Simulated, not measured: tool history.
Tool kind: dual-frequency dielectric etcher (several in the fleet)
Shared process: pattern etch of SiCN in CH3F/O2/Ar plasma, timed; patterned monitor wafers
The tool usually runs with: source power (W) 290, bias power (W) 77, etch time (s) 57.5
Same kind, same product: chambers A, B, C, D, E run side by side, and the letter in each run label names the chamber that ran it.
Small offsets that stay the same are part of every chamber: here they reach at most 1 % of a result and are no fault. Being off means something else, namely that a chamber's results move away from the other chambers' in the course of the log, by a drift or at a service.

run	hour	source power (W)	bias power (W)	etch time (s)	read-back reference wafer on the same gauge, depth_nm	mean etch depth across the wafer (angstrom)
1E	3.7	290	77	57.5	20.802	195.43
2A	11.9	290	77	57.5	20.805	197.2
3B	19.5	290	77	57.5	20.815	195.82
4D	27	290	77	57.5	20.815	196.38
5C	34.6	290	77	57.5	20.817	196.43
6C	42.1	290	77	57.5	20.818	196.48
7B	47.1	290	77	57.5	20.825	196.11
8E	52.7	290	77	57.5	20.835	195.63
9A	59.3	290	77	57.5	20.831	197.53
10D	66.5	290	77	57.5	20.832	196.13
11B	74.1	290	77	57.5	20.844	195.43
12D	78.9	290	77	67.5	20.848	231.39
13A	82.7	290	77	67.5	20.844	232.48
14C	87.9	290	77	67.5	20.852	230.83
15E	92.5	290	77	67.5	20.861	229.68
16E	100.4	290	77	67.5	20.86	229.65
17D	104.5	290	77	57.5	20.858	196.82
18C	111.7	290	77	57.5	20.863	196.63
19B	119.8	290	77	57.5	20.872	196.34
20A	126.7	290	77	57.5	20.867	197.73
21C	131.7	290	77	57.5	20.873	197.15
22B	138.7	290	77	57.5	20.88	196.87
23A	143.4	290	77	57.5	20.881	198.17
24D	147.3	290	77	57.5	20.885	197.3
# hour 152.1: chamber A: wet clean of the chamber
25E	154.2	290	77	57.5	20.892	195.5
26D	158.3	290	77	57.5	20.887	196.92
27A	163.5	290	77	57.5	20.889	197.94
28B	169.8	290	77	57.5	20.901	196.4
# hour 171.8: chamber D: source power generator calibrated
29C	176.8	290	85	50	20.895	178.11
30E	184.3	290	85	50	20.903	176.81
31B	189.1	290	85	50	20.904	177.66
32A	196.7	290	85	50	20.919	179.19
33C	202	290	85	50	20.917	177.51
34E	205.9	290	77	57.5	20.914	196.17
35D	211.8	290	77	57.5	20.922	197.32

One chamber off, gauge drift, or nothing amiss beyond the chambers' own small offsets? If it is a chamber, which one, and what is the likeliest cause?

Every chamber seems to shift together because the gauge that measures them all drifts; the chambers themselves are fine.
Likeliest cause: gauge reads high (%) = 0.594.
